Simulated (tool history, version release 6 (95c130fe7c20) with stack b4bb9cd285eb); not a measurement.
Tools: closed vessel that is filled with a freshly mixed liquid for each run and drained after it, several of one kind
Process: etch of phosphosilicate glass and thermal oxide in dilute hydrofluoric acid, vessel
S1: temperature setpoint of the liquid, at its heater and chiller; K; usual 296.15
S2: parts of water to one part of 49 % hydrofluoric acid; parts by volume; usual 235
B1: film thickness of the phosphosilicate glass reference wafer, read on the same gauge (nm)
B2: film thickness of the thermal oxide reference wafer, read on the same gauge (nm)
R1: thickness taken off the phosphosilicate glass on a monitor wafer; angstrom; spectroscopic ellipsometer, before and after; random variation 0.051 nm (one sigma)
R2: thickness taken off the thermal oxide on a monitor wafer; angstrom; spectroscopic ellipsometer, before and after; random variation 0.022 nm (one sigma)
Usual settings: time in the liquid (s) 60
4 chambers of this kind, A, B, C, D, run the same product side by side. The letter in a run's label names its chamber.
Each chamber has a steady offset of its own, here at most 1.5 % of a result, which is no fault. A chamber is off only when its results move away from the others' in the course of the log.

{"run": "1A", "hour": 12.2, "S1": 296.15, "S2": 235, "time in the liquid (s)": 60, "B1": 50.01, "B2": 139.99, "R1": 127.16, "R2": 9.921}
{"run": "2C", "hour": 21.9, "S1": 296.15, "S2": 235, "time in the liquid (s)": 60, "B1": 50.016, "B2": 140.02, "R1": 127.35, "R2": 10.011}
{"run": "3D", "hour": 33.0, "S1": 296.15, "S2": 235, "time in the liquid (s)": 60, "B1": 50.005, "B2": 140.0, "R1": 127.18, "R2": 10.001}
{"run": "4B", "hour": 39.4, "S1": 296.15, "S2": 235, "time in the liquid (s)": 60, "B1": 50.053, "B2": 140.0, "R1": 127.04, "R2": 9.7294}
{"run": "5D", "hour": 45.8, "S1": 296.15, "S2": 235, "time in the liquid (s)": 60, "B1": 49.987, "B2": 140.0, "R1": 126.9, "R2": 10.109}
{"run": "6A", "hour": 51.8, "S1": 291.65, "S2": 235, "time in the liquid (s)": 60, "B1": 49.993, "B2": 139.98, "R1": 108.36, "R2": 8.5082}
{"run": "7C", "hour": 61.3, "S1": 291.65, "S2": 235, "time in the liquid (s)": 60, "B1": 50.023, "B2": 139.99, "R1": 108.08, "R2": 8.3305}
{"run": "8B", "hour": 71.4, "S1": 291.65, "S2": 235, "time in the liquid (s)": 60, "B1": 50.026, "B2": 139.98, "R1": 107.74, "R2": 8.3986}
{"run": "9A", "hour": 81.2, "S1": 291.65, "S2": 235, "time in the liquid (s)": 60, "B1": 49.99, "B2": 140.0, "R1": 108.11, "R2": 8.2007}
{"run": "10C", "hour": 88.7, "S1": 296.15, "S2": 235, "time in the liquid (s)": 60, "B1": 50.01, "B2": 139.99, "R1": 127.49, "R2": 10.101}
{"run": "11D", "hour": 99.3, "S1": 296.15, "S2": 235, "time in the liquid (s)": 80, "B1": 49.998, "B2": 140.02, "R1": 170.11, "R2": 13.977}
{"run": "12B", "hour": 109.0, "S1": 296.15, "S2": 235, "time in the liquid (s)": 80, "B1": 50.024, "B2": 139.98, "R1": 170.02, "R2": 13.388}
{"hour": 113.3, "done": "chamber A: hydrofluoric acid flow meter replaced"}
{"run": "13C", "hour": 116.9, "S1": 296.15, "S2": 235, "time in the liquid (s)": 80, "B1": 49.988, "B2": 140.0, "R1": 169.08, "R2": 13.467}
{"run": "14B", "hour": 127.6, "S1": 296.15, "S2": 235, "time in the liquid (s)": 80, "B1": 50.004, "B2": 140.01, "R1": 170.53, "R2": 13.296}
{"run": "15A", "hour": 134.8, "S1": 296.15, "S2": 235, "time in the liquid (s)": 60, "B1": 49.989, "B2": 140.0, "R1": 128.37, "R2": 10.047}
{"run": "16D", "hour": 140.9, "S1": 296.15, "S2": 235, "time in the liquid (s)": 60, "B1": 49.994, "B2": 140.0, "R1": 127.82, "R2": 10.104}
{"run": "17A", "hour": 151.2, "S1": 296.15, "S2": 235, "time in the liquid (s)": 60, "B1": 49.981, "B2": 139.99, "R1": 128.74, "R2": 10.057}
{"run": "18D", "hour": 157.2, "S1": 296.15, "S2": 235, "time in the liquid (s)": 60, "B1": 50.009, "B2": 140.02, "R1": 126.77, "R2": 10.125}
{"run": "19B", "hour": 167.9, "S1": 296.15, "S2": 130, "time in the liquid (s)": 75, "B1": 50.001, "B2": 140.0, "R1": 321.43, "R2": 25.484}
{"run": "20C", "hour": 176.9, "S1": 296.15, "S2": 130, "time in the liquid (s)": 75, "B1": 49.975, "B2": 140.01, "R1": 320.79, "R2": 25.739}
{"run": "21A", "hour": 188.4, "S1": 296.15, "S2": 130, "time in the liquid (s)": 75, "B1": 50.054, "B2": 139.99, "R1": 328.18, "R2": 25.409}
{"run": "22D", "hour": 198.0, "S1": 296.15, "S2": 130, "time in the liquid (s)": 75, "B1": 49.994, "B2": 140.01, "R1": 317.81, "R2": 25.324}
{"run": "23B", "hour": 207.2, "S1": 296.15, "S2": 235, "time in the liquid (s)": 60, "B1": 50.002, "B2": 140.0, "R1": 126.96, "R2": 9.64}
{"run": "24C", "hour": 213.2, "S1": 296.15, "S2": 235, "time in the liquid (s)": 60, "B1": 50.006, "B2": 140.0, "R1": 128.22, "R2": 9.9697}
{"run": "25C", "hour": 222.0, "S1": 296.15, "S2": 235, "time in the liquid (s)": 60, "B1": 49.985, "B2": 140.0, "R1": 129.13, "R2": 9.9832}
{"run": "26A", "hour": 232.8, "S1": 296.15, "S2": 235, "time in the liquid (s)": 60, "B1": 50.003, "B2": 140.0, "R1": 128.0, "R2": 9.8509}
{"run": "27D", "hour": 242.1, "S1": 296.15, "S2": 235, "time in the liquid (s)": 60, "B1": 49.995, "B2": 139.99, "R1": 127.72, "R2": 10.09}
{"run": "28B", "hour": 252.9, "S1": 296.15, "S2": 235, "time in the liquid (s)": 60, "B1": 49.996, "B2": 139.99, "R1": 127.0, "R2": 9.7637}
{"run": "29C", "hour": 262.4, "S1": 296.15, "S2": 235, "time in the liquid (s)": 60, "B1": 50.012, "B2": 139.99, "R1": 130.19, "R2": 10.39}
{"run": "30D", "hour": 274.3, "S1": 297.65, "S2": 235, "time in the liquid (s)": 60, "B1": 49.972, "B2": 140.01, "R1": 134.39, "R2": 10.672}
{"run": "31A", "hour": 279.7, "S1": 297.65, "S2": 235, "time in the liquid (s)": 60, "B1": 49.997, "B2": 139.97, "R1": 135.67, "R2": 10.664}
{"run": "32B", "hour": 288.1, "S1": 297.65, "S2": 235, "time in the liquid (s)": 60, "B1": 49.952, "B2": 140.0, "R1": 135.71, "R2": 10.381}
{"run": "33D", "hour": 293.8, "S1": 297.65, "S2": 235, "time in the liquid (s)": 60, "B1": 49.984, "B2": 140.01, "R1": 133.91, "R2": 10.873}

All 4 chambers run these settings next. Forecast each chamber's results:
{"run": "34A", "hour": 302.6, "S1": 296.15, "S2": 235, "time in the liquid (s)": 60, "R1": "?", "R2": "?"}
{"run": "34B", "hour": 302.6, "S1": 296.15, "S2": 235, "time in the liquid (s)": 60, "R1": "?", "R2": "?"}
{"run": "34C", "hour": 302.6, "S1": 296.15, "S2": 235, "time in the liquid (s)": 60, "R1": "?", "R2": "?"}
{"run": "34D", "hour": 302.6, "S1": 296.15, "S2": 235, "time in the liquid (s)": 60, "R1": "?", "R2": "?"}

run=34A R1=127.92 R2=10.4430
run=34B R1=127.39 R2=9.6928
run=34C R1=130.77 R2=10.4800
run=34D R1=127.04 R2=9.9356
